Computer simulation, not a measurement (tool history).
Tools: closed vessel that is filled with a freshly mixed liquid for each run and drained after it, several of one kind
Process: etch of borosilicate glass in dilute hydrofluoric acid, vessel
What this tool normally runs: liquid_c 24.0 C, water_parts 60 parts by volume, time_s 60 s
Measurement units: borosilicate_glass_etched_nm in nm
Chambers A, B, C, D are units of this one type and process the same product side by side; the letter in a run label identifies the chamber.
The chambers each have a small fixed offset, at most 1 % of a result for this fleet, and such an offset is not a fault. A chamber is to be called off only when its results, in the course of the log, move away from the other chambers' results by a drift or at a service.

run	hour	liquid_c	water_parts	time_s	read-back film thickness of the borosilicate glass reference wafer, read on the same gauge (nm)	borosilicate_glass_etched_nm
1A	6.0	24.0	60	60	139.99	34.509
2B	12.4	24.0	60	60	140.01	34.808
3D	16.3	24.0	60	60	139.99	34.446
4C	22.0	24.0	60	60	140.00	34.811
5D	27.9	24.0	60	60	140.02	34.599
6B	32.1	21.5	40	60	140.01	48.264
7C	38.7	21.5	40	60	139.99	48.730
8A	46.4	21.5	40	60	140.00	47.554
9B	51.5	21.5	40	60	139.99	48.038
10A	55.3	24.0	60	60	139.99	34.237
11C	60.7	24.0	60	60	140.00	34.776
12D	67.0	20.5	70	60	139.98	25.672
13A	70.8	20.5	70	60	139.99	25.380
14B	78.3	20.5	70	60	140.01	25.344
15D	83.7	20.5	70	60	140.00	25.901
16C	88.2	24.0	60	60	139.99	34.961
17B	93.2	24.0	60	60	140.01	35.124
18C	100.0	24.0	60	60	140.01	35.009
19A	107.4	24.0	60	60	139.97	34.538
20D	113.0	24.0	60	60	140.01	35.658
21A	120.2	24.0	60	60	139.98	34.519
22D	125.3	24.0	60	60	140.00	36.007
23B	132.3	24.0	60	60	140.00	34.625
24C	136.7	19.5	60	90	140.03	43.614
25C	141.3	19.5	60	90	140.01	43.386

For the next run the whole fleet of 4 chambers uses the same settings. Give each chamber's results:
26A	146.9	24.0	60	60		?
26B	146.9	24.0	60	60		?
26C	146.9	24.0	60	60		?
26D	146.9	24.0	60	60		?

run	borosilicate_glass_etched_nm
26A	34.639
26B	34.971
26C	35.145
26D	36.210

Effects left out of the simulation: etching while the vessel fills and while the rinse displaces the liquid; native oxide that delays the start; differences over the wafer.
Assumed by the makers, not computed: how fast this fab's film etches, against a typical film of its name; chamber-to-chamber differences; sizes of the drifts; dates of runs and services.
